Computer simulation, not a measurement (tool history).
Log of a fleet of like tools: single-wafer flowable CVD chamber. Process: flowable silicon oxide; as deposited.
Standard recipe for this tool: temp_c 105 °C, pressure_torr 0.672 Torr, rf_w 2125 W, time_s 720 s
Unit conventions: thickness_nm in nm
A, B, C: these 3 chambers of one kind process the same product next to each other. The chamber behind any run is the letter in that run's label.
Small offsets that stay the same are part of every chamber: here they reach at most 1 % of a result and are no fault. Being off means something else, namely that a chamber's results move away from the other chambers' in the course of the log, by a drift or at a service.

run	hour	temp_c	pressure_torr	rf_w	time_s	read-back reference wafer on the same gauge, thickness_nm	thickness_nm
1C	6.7	105	0.672	2125	720	310.92	296.98
2A	20.1	105	0.672	2125	720	310.86	296.73
3B	30.9	105	0.672	2125	720	311.07	294.31
4B	39.9	105	0.672	2125	720	310.74	294.04
# hour 45.7: chamber C: RF generator calibrated
5C	52.4	105	0.764	2125	795	310.89	388.42
6A	65.8	105	0.764	2125	795	310.99	392.29
7B	73.4	105	0.764	2125	795	310.86	388.63
8A	82.4	105	0.672	2125	720	310.9	298.56
9C	90.6	105	0.672	2125	720	311.08	299.19
10C	104.2	105	0.672	2125	720	311.01	299.47
11A	115.8	105	0.672	2125	720	311.05	297.15
12B	126.6	105	0.672	2125	720	311.15	293.75
13C	138.3	105	0.672	1730	720	311.15	285.65
14B	148.4	105	0.672	1730	720	310.83	279.17
15A	159.1	105	0.672	1730	720	311	283.74
16A	169.7	105	0.672	2125	720	310.96	298.44
17C	182	105	0.672	2125	720	310.93	302.8
18B	191.2	105	0.672	1745	720	310.95	281.21
19C	198.8	105	0.672	1745	720	311.07	288.67
20B	207	105	0.672	1745	720	310.94	283.08
21A	217.4	105	0.672	2125	720	310.96	297.15
22A	223.9	105	0.672	2125	720	311.3	296.18
23C	232	105	0.672	2125	720	310.63	304.31
24B	242	100	0.672	2125	588	311.06	286.2
25A	254.7	100	0.672	2125	588	311.18	287.39
26B	266.7	100	0.672	2125	588	310.93	284.35
27C	279.9	105	0.672	2125	720	310.93	305.37
28B	286.1	105	0.672	2125	720	311.2	294.85
29C	299.6	105	0.672	2125	720	310.94	307.59
30A	306	105	0.672	2125	720	310.81	298.92
31C	313.1	105	0.672	2125	720	311.11	307.19
32B	323.9	105	0.672	2125	720	310.98	294.66
33A	336.8	97	0.672	2125	720	310.71	389.5

Next, every chamber runs the same settings. What will each give?
34A	346.8	111	0.672	2125	720		?
34B	346.8	111	0.672	2125	720		?
34C	346.8	111	0.672	2125	720		?

run	thickness_nm
34A	244.18
34B	244.37
34C	254.91
